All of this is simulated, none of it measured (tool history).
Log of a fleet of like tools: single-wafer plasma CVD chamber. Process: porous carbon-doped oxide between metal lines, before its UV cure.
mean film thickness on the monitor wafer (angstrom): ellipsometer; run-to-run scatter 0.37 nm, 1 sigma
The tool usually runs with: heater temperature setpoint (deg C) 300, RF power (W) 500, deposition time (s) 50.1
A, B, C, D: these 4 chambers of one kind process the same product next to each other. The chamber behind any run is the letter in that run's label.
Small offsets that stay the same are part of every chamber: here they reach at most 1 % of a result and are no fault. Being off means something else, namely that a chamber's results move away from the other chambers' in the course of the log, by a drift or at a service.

run	hour	heater temperature setpoint (deg C)	RF power (W)	deposition time (s)	read-back reference wafer on the same gauge, thickness_nm	mean film thickness on the monitor wafer (angstrom)
1D	10.3	300	500	50.1	240	2665.7
2B	18.7	300	500	50.1	240.06	2652.8
3A	29.7	300	500	50.1	240.14	2652.3
4C	43.1	300	500	50.1	240.16	2690.1
5D	56	300	500	50.1	240.31	2661.2
6A	64.8	300	500	50.1	240.34	2654.8
7B	73.8	300	500	50.1	240.43	2665.3
8C	80.7	300	500	50.1	240.39	2697.1
9B	88.9	300	430	50.1	240.5	2393
# hour 92.1: chamber A: RF generator calibrated
10C	98.9	300	430	50.1	240.59	2420
11A	109.3	300	430	50.1	240.59	2377.9
12D	122.6	300	430	50.1	240.68	2397
13A	132	300	500	50.1	240.69	2656.7
14B	138.8	300	500	50.1	240.69	2665.4
15C	149.1	300	500	50.1	240.68	2697.2
16D	155.3	300	500	50.1	240.77	2674.5
17C	168.4	300	500	50.1	240.83	2701.9
18A	181.4	300	500	50.1	240.93	2663.4
19D	189.1	300	435	50.1	240.98	2431.3
20B	200.3	300	435	50.1	241.11	2417.7
21A	208.5	300	435	50.1	241.05	2415.6
22B	221.6	300	435	50.1	241.2	2418.8
23D	230.6	300	500	56.7	241.18	3021.6
24C	242	300	500	56.7	241.18	3041.9
25A	248.6	300	500	56.7	241.26	3017.2
26B	258.7	300	500	56.7	241.39	3017.5

Is one chamber out of step, is the gauge drifting, or do the chambers differ by no more than their own small offsets? For an off chamber, give its letter and the likeliest cause.

None of the chambers is off. What moves is the gauge, dragging all their readings along together.
What lies behind it: gauge reads high (%) = 0.574.
